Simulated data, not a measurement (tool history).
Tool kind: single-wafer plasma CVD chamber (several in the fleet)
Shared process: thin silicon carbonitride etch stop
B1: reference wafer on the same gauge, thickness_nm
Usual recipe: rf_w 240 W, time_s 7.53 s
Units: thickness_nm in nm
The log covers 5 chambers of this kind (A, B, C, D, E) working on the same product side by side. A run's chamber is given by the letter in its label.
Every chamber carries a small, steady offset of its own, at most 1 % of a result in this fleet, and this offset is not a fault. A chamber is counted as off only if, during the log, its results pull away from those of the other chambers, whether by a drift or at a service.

{"run": "1A", "hour": 3.1, "rf_w": 240, "time_s": 7.53, "B1": 4.0001, "thickness_nm": 4.5344}
{"run": "2C", "hour": 8.6, "rf_w": 240, "time_s": 7.53, "B1": 3.9996, "thickness_nm": 4.5566}
{"run": "3D", "hour": 15.1, "rf_w": 240, "time_s": 7.53, "B1": 4.0018, "thickness_nm": 4.5345}
{"run": "4E", "hour": 19.4, "rf_w": 240, "time_s": 7.53, "B1": 4.0039, "thickness_nm": 4.564}
{"run": "5B", "hour": 25.2, "rf_w": 240, "time_s": 7.53, "B1": 4.0028, "thickness_nm": 4.5276}
{"hour": 27.1, "done": "chamber C: RF generator calibrated"}
{"run": "6A", "hour": 30.8, "rf_w": 240, "time_s": 7.53, "B1": 4.0037, "thickness_nm": 4.5391}
{"run": "7E", "hour": 36.9, "rf_w": 240, "time_s": 7.53, "B1": 4.0037, "thickness_nm": 4.5686}
{"run": "8D", "hour": 39.9, "rf_w": 275, "time_s": 8.46, "B1": 4.0062, "thickness_nm": 5.3055}
{"run": "9C", "hour": 44.4, "rf_w": 275, "time_s": 8.46, "B1": 4.0063, "thickness_nm": 5.3435}
{"run": "10B", "hour": 49.5, "rf_w": 275, "time_s": 8.46, "B1": 4.0065, "thickness_nm": 5.3041}
{"run": "11C", "hour": 54.4, "rf_w": 275, "time_s": 8.46, "B1": 4.0085, "thickness_nm": 5.3415}
{"run": "12E", "hour": 59.4, "rf_w": 275, "time_s": 8.46, "B1": 4.0074, "thickness_nm": 5.3283}
{"run": "13A", "hour": 66.4, "rf_w": 240, "time_s": 7.53, "B1": 4.0085, "thickness_nm": 4.5476}
{"run": "14B", "hour": 70.0, "rf_w": 240, "time_s": 7.53, "B1": 4.009, "thickness_nm": 4.5377}
{"run": "15D", "hour": 76.5, "rf_w": 240, "time_s": 7.53, "B1": 4.0104, "thickness_nm": 4.5386}
{"run": "16C", "hour": 80.0, "rf_w": 240, "time_s": 7.53, "B1": 4.0115, "thickness_nm": 4.5658}
{"run": "17E", "hour": 84.1, "rf_w": 240, "time_s": 7.53, "B1": 4.01, "thickness_nm": 4.574}
{"run": "18D", "hour": 89.4, "rf_w": 240, "time_s": 7.53, "B1": 4.0128, "thickness_nm": 4.5437}
{"run": "19A", "hour": 92.5, "rf_w": 240, "time_s": 7.53, "B1": 4.0133, "thickness_nm": 4.5367}
{"run": "20B", "hour": 96.5, "rf_w": 240, "time_s": 7.53, "B1": 4.0122, "thickness_nm": 4.5596}
{"run": "21D", "hour": 100.2, "rf_w": 240, "time_s": 7.53, "B1": 4.0132, "thickness_nm": 4.5522}
{"run": "22B", "hour": 106.8, "rf_w": 200, "time_s": 8.04, "B1": 4.0148, "thickness_nm": 4.6098}
{"run": "23E", "hour": 113.2, "rf_w": 200, "time_s": 8.04, "B1": 4.0148, "thickness_nm": 4.6114}
{"run": "24A", "hour": 119.0, "rf_w": 200, "time_s": 8.04, "B1": 4.0154, "thickness_nm": 4.5988}
{"run": "25C", "hour": 123.8, "rf_w": 200, "time_s": 8.04, "B1": 4.016, "thickness_nm": 4.6132}
{"run": "26B", "hour": 127.5, "rf_w": 200, "time_s": 8.04, "B1": 4.0185, "thickness_nm": 4.6172}
{"run": "27E", "hour": 131.3, "rf_w": 240, "time_s": 7.53, "B1": 4.0172, "thickness_nm": 4.5744}
{"run": "28C", "hour": 136.6, "rf_w": 240, "time_s": 7.53, "B1": 4.019, "thickness_nm": 4.5631}
{"run": "29D", "hour": 140.5, "rf_w": 240, "time_s": 6.06, "B1": 4.0178, "thickness_nm": 3.6616}
{"run": "30A", "hour": 147.1, "rf_w": 240, "time_s": 6.06, "B1": 4.0199, "thickness_nm": 3.6638}
{"run": "31E", "hour": 152.3, "rf_w": 240, "time_s": 6.06, "B1": 4.0215, "thickness_nm": 3.6744}
{"run": "32C", "hour": 155.4, "rf_w": 240, "time_s": 6.06, "B1": 4.0204, "thickness_nm": 3.6829}
{"run": "33A", "hour": 161.1, "rf_w": 240, "time_s": 6.06, "B1": 4.0219, "thickness_nm": 3.6673}
{"run": "34D", "hour": 164.4, "rf_w": 240, "time_s": 7.53, "B1": 4.0239, "thickness_nm": 4.5489}
{"run": "35B", "hour": 168.8, "rf_w": 255, "time_s": 6.39, "B1": 4.0235, "thickness_nm": 3.9426}
{"run": "36B", "hour": 172.0, "rf_w": 255, "time_s": 6.39, "B1": 4.0227, "thickness_nm": 3.9414}

Is one chamber off against the others, does the gauge drift, or is nothing wrong? If a chamber is off, say which, and what the likeliest cause is.

The gauge drifts, so all chambers seem to drift together. No chamber is off.
Most likely cause: gauge reads high (%) = 0.605.
